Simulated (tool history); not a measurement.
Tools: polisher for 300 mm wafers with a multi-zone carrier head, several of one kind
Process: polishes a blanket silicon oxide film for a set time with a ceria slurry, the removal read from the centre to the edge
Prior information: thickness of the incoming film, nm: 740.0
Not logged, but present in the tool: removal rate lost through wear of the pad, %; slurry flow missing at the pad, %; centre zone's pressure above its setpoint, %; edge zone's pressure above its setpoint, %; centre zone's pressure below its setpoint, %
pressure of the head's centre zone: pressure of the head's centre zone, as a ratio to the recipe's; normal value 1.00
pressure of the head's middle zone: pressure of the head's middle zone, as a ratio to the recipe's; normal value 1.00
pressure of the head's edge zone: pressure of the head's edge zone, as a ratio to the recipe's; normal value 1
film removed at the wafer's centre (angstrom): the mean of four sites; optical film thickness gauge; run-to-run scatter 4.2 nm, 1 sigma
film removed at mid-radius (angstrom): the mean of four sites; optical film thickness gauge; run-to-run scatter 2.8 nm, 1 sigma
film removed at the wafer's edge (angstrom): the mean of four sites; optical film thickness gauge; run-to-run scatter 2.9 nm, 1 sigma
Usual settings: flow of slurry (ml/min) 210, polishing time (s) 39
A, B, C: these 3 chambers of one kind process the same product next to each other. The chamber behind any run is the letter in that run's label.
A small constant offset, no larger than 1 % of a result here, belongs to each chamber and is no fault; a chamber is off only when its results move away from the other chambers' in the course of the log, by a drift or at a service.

run	hour	flow of slurry (ml/min)	pressure of the head's centre zone	pressure of the head's middle zone	pressure of the head's edge zone	polishing time (s)	wafers polished on this pad	hours since the slurry nozzle was cleaned	hours since the centre zone pressure was calibrated	hours since the edge zone pressure was calibrated	film removed at the wafer's centre (angstrom)	film removed at mid-radius (angstrom)	film removed at the wafer's edge (angstrom)
# hour 2.5: chamber C: edge zone pressure recalibrated
1B	3.5	210	1.00	1.00	1	39	705	75.1	970.4	186.3	2912.4	2903.5	2916.2
2C	10.5	210	1.00	1.00	1	39	938	340.5	413.5	8.0	2890.6	2881.7	2939.1
3A	16.5	210	1.00	1.00	1	39	780	219.3	903.3	588.9	2903.0	2906.5	2927.9
4C	20.0	210	1.00	1.00	1	39	1017	350.0	423.0	17.5	2866.4	2866.7	2893.2
5B	27.6	210	1.00	1.00	1	39	904	99.2	994.5	210.4	2851.4	2881.0	2919.9
6A	34.0	210	1.00	1.00	1	39	924	236.8	920.8	606.4	2806.2	2879.3	2872.8
7C	38.0	210	1.00	1.00	1	39	1165	368.0	441.0	35.5	2815.5	2854.4	2868.0
# hour 39.5: chamber A: worn pad replaced by a new one
8B	45.0	260	1.00	1.00	1	47	1048	116.6	1011.9	227.8	3609.8	3608.0	3584.7
9A	49.8	260	1.00	1.00	1	47	85	252.6	936.6	622.2	3569.1	3629.6	3588.8
10B	54.5	260	1.00	1.00	1	47	1126	126.1	1021.4	237.3	3654.8	3604.2	3577.2
11A	59.5	210	1.00	1.00	1	39	165	262.3	946.3	631.9	2891.1	2944.0	2929.4
12C	66.1	210	1.00	1.00	1	39	1397	396.1	469.1	63.6	2877.9	2911.6	2921.2
# hour 66.6: chamber B: worn pad replaced by a new one
13C	71.7	210	1.00	1.00	1	39	1443	401.7	474.7	69.2	2884.9	2899.9	2906.2
# hour 72.9: chamber C: worn pad replaced by a new one
14A	75.7	210	1.00	1.00	1	39	299	278.5	962.5	648.1	2937.6	2907.3	2857.9
# hour 76.3: chamber C: slurry nozzle cleaned
15B	81.9	210	1.00	1.00	1	39	126	153.5	1048.8	264.7	2917.0	2900.5	2914.1
16A	86.9	255	1.00	1.07	1	39	391	289.7	973.7	659.3	3005.0	3213.8	2982.6
17B	94.5	255	1.00	1.07	1	39	230	166.1	1061.4	277.3	2990.1	3155.4	2966.7
18C	98.8	255	1.00	1.07	1	39	213	22.6	501.8	96.3	2955.1	3164.3	2986.1
19B	104.5	210	1.00	1.00	1	39	312	176.1	1071.4	287.3	2909.0	2944.6	2847.7
# hour 111.5: chamber B: centre zone pressure recalibrated
20A	111.8	210	0.90	1.08	1	39	596	314.6	998.6	684.2	2620.9	3148.0	2925.4
21C	119.2	210	0.90	1.08	1	39	382	43.0	522.2	116.7	2539.1	3124.5	2915.4
22B	124.3	210	0.90	1.08	1	39	476	195.9	12.8	307.1	2288.6	3132.0	2947.5
# hour 127.5: chamber A: centre zone pressure recalibrated
23C	129.5	210	1.00	1.00	1	39	466	53.3	532.5	127.0	2859.9	2886.8	2855.5
24A	137.2	210	1.00	1.00	1	39	806	340.0	9.8	709.6	2849.2	2893.4	2891.8
# hour 140.0: chamber A: worn pad replaced by a new one
25C	143.1	210	1.00	1.00	1	39	579	66.9	546.1	140.6	2875.1	2875.8	2843.5
26B	148.3	140	1.00	1.00	1	30	674	219.9	36.8	331.1	1811.6	2102.5	2119.5
27A	152.5	140	1.00	1.00	1	30	103	355.3	25.1	724.9	2104.4	2095.7	2157.9
28A	158.1	140	1.00	1.00	1	30	149	360.9	30.7	730.5	2066.4	2077.9	2123.4
29C	166.0	210	1.00	1.00	1	39	768	89.8	569.0	163.5	2857.7	2903.2	2909.3
30B	171.6	210	1.00	1.00	1	39	866	243.2	60.1	354.4	2551.1	2879.9	2940.7
31A	179.2	210	1.00	1.00	1	39	323	382.0	51.8	751.6	2926.9	2931.2	2938.6
32C	186.1	210	1.00	1.00	1	39	933	109.9	589.1	183.6	2826.3	2857.4	2890.2
33B	191.9	210	1.00	1.00	1	39	1033	263.5	80.4	374.7	2555.9	2883.0	2961.8
34C	196.8	210	1.00	1.00	1	39	1022	120.6	599.8	194.3	2905.3	2896.3	2894.1
35A	202.9	210	1.00	1.00	1	39	519	405.7	75.5	775.3	2876.4	2913.8	2877.0
# hour 209.1: chamber B: worn pad replaced by a new one
36B	210.1	210	1.08	0.89	1	39	9	281.7	98.6	392.9	2800.8	2596.1	2858.8
37A	217.6	210	1.08	0.89	1	39	640	420.4	90.2	790.0	3128.5	2633.9	2904.3

All chambers now run identical settings, listed one chamber a line with results as question marks. What results will each chamber show?
38A	223.2	210	1.00	1.09	1	39					?	?	?
38B	223.2	210	1.00	1.09	1	39					?	?	?
38C	223.2	210	1.00	1.09	1	39					?	?	?

run	film removed at the wafer's centre (angstrom)	film removed at mid-radius (angstrom)	film removed at the wafer's edge (angstrom)
38A	2846.6	3128.8	2893.2
38B	2574.7	3165.4	2853.1
38C	2845.7	3144.7	2870.7

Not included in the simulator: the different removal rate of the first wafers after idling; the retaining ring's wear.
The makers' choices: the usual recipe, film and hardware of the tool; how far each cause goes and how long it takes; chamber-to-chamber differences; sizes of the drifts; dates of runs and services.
